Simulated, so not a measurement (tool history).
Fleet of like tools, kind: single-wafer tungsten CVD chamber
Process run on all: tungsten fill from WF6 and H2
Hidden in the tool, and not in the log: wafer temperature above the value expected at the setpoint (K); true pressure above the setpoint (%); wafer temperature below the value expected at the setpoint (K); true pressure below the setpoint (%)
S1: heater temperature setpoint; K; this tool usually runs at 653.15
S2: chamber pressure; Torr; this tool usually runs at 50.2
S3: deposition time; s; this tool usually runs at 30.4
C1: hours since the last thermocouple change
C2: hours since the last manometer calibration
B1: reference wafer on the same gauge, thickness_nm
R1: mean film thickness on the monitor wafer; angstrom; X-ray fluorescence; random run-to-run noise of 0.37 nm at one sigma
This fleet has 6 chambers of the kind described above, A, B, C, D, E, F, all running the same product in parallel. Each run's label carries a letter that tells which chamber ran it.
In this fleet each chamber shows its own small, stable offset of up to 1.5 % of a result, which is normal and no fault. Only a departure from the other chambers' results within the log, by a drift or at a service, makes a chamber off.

run	hour	S1	S2	S3	C1	C2	B1	R1
1A	2.2	653.15	50.2	30.4	706.8	1610.1	71.815	766.55
2D	4.9	653.15	50.2	30.4	1592.9	625.3	71.708	766.29
3B	9.5	653.15	50.2	30.4	2676.3	442.9	71.771	751.21
4C	13.8	653.15	50.2	30.4	461.1	241.6	71.807	769.59
5F	17.9	653.15	50.2	30.4	265	727.2	71.763	764.1
6E	20.6	653.15	50.2	30.4	826.2	782.6	71.815	763.54
7B	24.6	653.15	50.2	30.4	2691.4	458	71.774	747.53
8E	26.6	653.15	50.2	30.4	832.2	788.6	71.727	766.15
9F	29.9	653.15	50.2	30.4	277	739.2	71.827	763.12
10D	34.1	653.15	50.2	30.4	1622.1	654.5	71.77	767.11
11A	37	653.15	50.2	30.4	741.6	1644.9	71.824	769.43
12C	40.5	653.15	50.2	30.4	487.8	268.3	71.889	768.31
13A	44.6	643.15	50.2	26.8	749.2	1652.5	71.747	551.56
# hour 45.6: chamber B: thermocouple changed; heater temperature recalibrated
14F	48.7	643.15	50.2	26.8	295.8	758	71.849	547.57
15E	51.3	643.15	50.2	26.8	856.9	813.3	71.804	552.25
16D	54.4	643.15	50.2	26.8	1642.4	674.8	71.808	554.09
17C	56.9	643.15	50.2	26.8	504.2	284.7	71.788	553.62
18B	60.5	643.15	50.2	26.8	14.9	493.9	71.796	520.3
19A	63.2	653.15	50.2	30.4	767.8	1671.1	71.797	771.6
20D	66.7	653.15	50.2	30.4	1654.7	687.1	71.762	771.07
21F	70.4	653.15	50.2	30.4	317.5	779.7	71.811	766.03
22B	73.2	653.15	50.2	30.4	27.6	506.6	71.725	721.62
23E	75.4	653.15	50.2	30.4	881	837.4	71.808	757.46
24C	78.1	646.15	50.2	30.4	525.4	305.9	71.731	664.4
25B	81.8	646.15	50.2	30.4	36.2	515.2	71.828	624.32
26F	85.7	646.15	50.2	30.4	332.8	795	71.864	663.9
27C	89.1	646.15	50.2	30.4	536.4	316.9	71.857	664.06
28E	91.3	646.15	50.2	30.4	896.9	853.3	71.734	659.33
29D	95.2	646.15	50.2	30.4	1683.2	715.6	71.896	667.6
30A	98.5	653.15	50.2	30.4	803.1	1706.4	71.704	757.62
31E	101	653.15	42.7	30.4	906.6	863	71.841	709.01
32C	103.1	653.15	42.7	30.4	550.4	330.9	71.866	715.82
33A	107.2	653.15	42.7	30.4	811.8	1715.1	71.843	714.63
34D	111.7	653.15	42.7	30.4	1699.7	732.1	71.77	711.97
35F	113.8	653.15	42.7	30.4	360.9	823.1	71.824	706.66
36B	117.9	653.15	42.7	30.4	72.3	551.3	71.807	669
37D	121.2	653.15	50.2	30.4	1709.2	741.6	71.818	772.26
38B	124.5	653.15	50.2	30.4	78.9	557.9	71.727	723.43
39A	126.6	653.15	50.2	30.4	831.2	1734.5	71.721	767.94
40C	129	653.15	50.2	30.4	576.3	356.8	71.747	768.24
41E	133.1	653.15	50.2	30.4	938.7	895.1	71.911	767.06
42F	135.3	653.15	50.2	30.4	382.4	844.6	71.819	754.58
43F	139.2	653.15	50.2	30.4	386.3	848.5	71.76	762.74
44E	142.4	653.15	50.2	30.4	948	904.4	71.777	762.12

What goes on in this fleet: one chamber off, a drifting gauge, or nothing beyond the chambers' own small offsets? Name the chamber and the cause, if any.

Chamber B came out of a service off from its peers and stayed that way.
What lies behind it: wafer temperature below the value expected at the setpoint (K) = 2.11.

Which of the 4 candidates below, each the usual settings with something changed and its results left as question marks, puts chamber B back in line with what the other chambers give on the usual settings?
In line here means within this much of the mean the other chambers give on the usual settings: R1 13 angstrom
45B-1	145.8	651.15	50.2	29.8				?
45B-2	145.8	653.15	57.1	30.4				?
45B-3	145.8	654.15	50.2	30.7				?
45B-4	145.8	652.15	49.9	30.2				?

The mean the other chambers reach with the usual settings: R1 767.19 angstrom
run	R1
45B-1	678.77
45B-2	765.13
45B-3	743.56
45B-4	700.19
45B-2 brings the chamber back in line.

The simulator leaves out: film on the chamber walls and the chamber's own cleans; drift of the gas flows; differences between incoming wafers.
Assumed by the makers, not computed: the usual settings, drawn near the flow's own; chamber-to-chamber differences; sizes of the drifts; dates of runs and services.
